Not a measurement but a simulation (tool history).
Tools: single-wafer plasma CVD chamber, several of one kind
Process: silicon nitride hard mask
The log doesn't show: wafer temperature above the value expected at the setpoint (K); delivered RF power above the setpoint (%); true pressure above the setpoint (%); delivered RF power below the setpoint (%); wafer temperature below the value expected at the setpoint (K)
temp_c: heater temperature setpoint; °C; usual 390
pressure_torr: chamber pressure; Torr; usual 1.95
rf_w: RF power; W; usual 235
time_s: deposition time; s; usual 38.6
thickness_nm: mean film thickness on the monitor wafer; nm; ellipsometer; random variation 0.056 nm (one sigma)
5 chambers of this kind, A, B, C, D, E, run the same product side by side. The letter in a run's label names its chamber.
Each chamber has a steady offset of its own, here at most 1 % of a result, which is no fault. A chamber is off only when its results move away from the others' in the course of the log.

run,hour,temp_c,pressure_torr,rf_w,time_s,hours since the last thermocouple change,hours since the last RF generator calibration,hours since the last manometer calibration,"read-back reference wafer on the same gauge, thickness_nm",thickness_nm
1B,12,390,1.95,235,38.6,1764.8,1268.6,297.3,33.016,39.763
2A,21.1,390,1.95,235,38.6,867.9,211.2,2720,32.997,39.951
3C,28,390,1.95,235,38.6,1038.4,629,1023.6,33.021,39.707
4E,37.5,390,1.95,235,38.6,1465,158.1,1040.9,33.024,40.204
5D,45,390,1.95,235,38.6,150.7,1090.9,259.6,33.013,40.074
6D,54,390,1.95,235,38.6,159.7,1099.9,268.6,33.037,40.18
7A,62,390,1.95,235,38.6,908.8,252.1,2760.9,33.027,39.872
8C,70.3,390,1.95,235,38.6,1080.7,671.3,1065.9,33.036,39.723
9B,82.6,390,1.95,235,38.6,1835.4,1339.2,367.9,33.039,39.75
10E,89,390,1.95,235,38.6,1516.5,209.6,1092.4,33.064,40.108
11C,95.9,390,1.95,235,38.6,1106.3,696.9,1091.5,33.063,39.756
12B,104.4,390,1.95,235,38.6,1857.2,1361,389.7,33.055,39.809
13E,113.4,390,1.95,235,38.6,1540.9,234,1116.8,33.063,40.235
14D,122,390,1.95,235,38.6,227.7,1167.9,336.6,33.075,40.179
15A,131.1,390,1.95,235,38.6,977.9,321.2,2830,33.066,40.037
16D,143.3,390,1.95,235,38.6,249,1189.2,357.9,33.087,40.171
17C,155.3,390,1.95,235,38.6,1165.7,756.3,1150.9,33.07,39.809
18E,164.5,390,2.39,235,35.2,1592,285.1,1167.9,33.085,38.669
19A,177.3,390,2.39,235,35.2,1024.1,367.4,2876.2,33.099,38.564
20B,190.1,390,2.39,235,35.2,1942.9,1446.7,475.4,33.103,38.416
21A,202.6,390,2.39,235,35.2,1049.4,392.7,2901.5,33.096,38.525
22E,210.3,390,2.39,235,35.2,1637.8,330.9,1213.7,33.112,38.694
23D,220.3,390,1.95,235,38.6,326,1266.2,434.9,33.136,40.248
# hour 227.8: chamber C: thermocouple changed; heater temperature recalibrated
# hour 231.5: chamber A: capacitance manometer re-zeroed and calibrated
24B,233,390,1.95,235,38.6,1985.8,1489.6,518.3,33.128,39.837
25C,244.9,390,1.75,235,38.6,17.2,845.9,1240.5,33.124,38.599
26E,252.3,390,1.75,235,38.6,1679.8,372.9,1255.7,33.127,39.012
27C,263.5,390,1.75,235,38.6,35.8,864.5,1259.1,33.139,38.638
28A,276.4,390,1.75,235,38.6,1123.2,466.5,44.9,33.161,38.928
29D,286.2,390,1.75,235,38.6,391.9,1332.1,500.8,33.157,39.021
30B,298.7,390,1.95,235,38.6,2051.5,1555.3,584,33.145,39.986
31E,306.7,390,1.95,235,38.6,1734.2,427.3,1310.1,33.163,40.267
32D,316.4,390,1.95,235,38.6,422.1,1362.3,531,33.154,40.229
33A,322.3,390,1.95,235,38.6,1169.1,512.4,90.8,33.178,40.179
34B,330.5,390,1.95,235,38.6,2083.3,1587.1,615.8,33.173,39.951
35C,343.1,390,1.95,235,38.6,115.4,944.1,1338.7,33.186,39.976
36D,349.8,390,1.95,235,38.6,455.5,1395.7,564.4,33.182,40.324

What goes on in this fleet: one chamber off, a drifting gauge, or nothing beyond the chambers' own small offsets? Name the chamber and the cause, if any.

The gauge drifts, so all chambers seem to drift together. No chamber is off.
Cause: gauge reads high (%) = 0.581.
